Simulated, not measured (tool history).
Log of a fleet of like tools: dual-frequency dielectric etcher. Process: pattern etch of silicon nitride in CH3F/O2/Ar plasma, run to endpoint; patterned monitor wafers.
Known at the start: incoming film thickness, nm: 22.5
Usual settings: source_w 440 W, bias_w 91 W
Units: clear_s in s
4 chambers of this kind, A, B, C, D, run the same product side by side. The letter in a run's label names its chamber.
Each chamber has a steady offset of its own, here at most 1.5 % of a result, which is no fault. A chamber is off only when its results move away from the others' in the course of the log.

run   hour  source_w  bias_w  clear_s
 1D    4.5       440      91   28.957
 2A   11.0       440      91   29.089
 3C   15.6       440      91   29.070
 4B   20.1       440      91   28.797
 5C   24.5       440      91   29.495
 6D   29.2       440      91   29.185
 7B   33.0       440      91   28.935
 8A   37.9       440      91   29.370
 9D   44.7       440      91   29.201
10A   51.9       440      91   29.338
11C   56.0       440      91   29.357
12B   62.1       440      91   28.814
13D   68.5       350      76   33.699
14B   72.5       350      76   33.457
15A   76.2       350      76   33.705
16C   80.5       350      76   34.164
17D   87.3       440      91   29.079
18A   91.5       440      91   29.227
19C   96.6       440      91   29.155
20B  102.5       440      91   28.097
21B  107.3       440      91   28.234
22C  113.2       440      91   29.131
23A  118.5       440      91   29.310
     123.7  -- chamber B: source power generator calibrated
24D  124.0       440      91   28.977
25D  130.7       440      91   29.071
26B  135.4       440      98   27.070
27A  141.4       440      98   28.291
28C  148.4       440      98   28.554
29A  153.6       440      98   28.311
30C  158.1       440      91   29.506
31B  161.5       440      91   27.756
     165.5  -- chamber D: wet clean of the chamber
32D  168.4       440      91   28.946
33D  172.2       440      91   29.173

Next, every chamber runs the same settings. What will each give?
34A  177.4       510      91        ?
34B  177.4       510      91        ?
34C  177.4       510      91        ?
34D  177.4       510      91        ?

run  clear_s
34A   27.762
34B   25.751
34C   27.428
34D   27.215
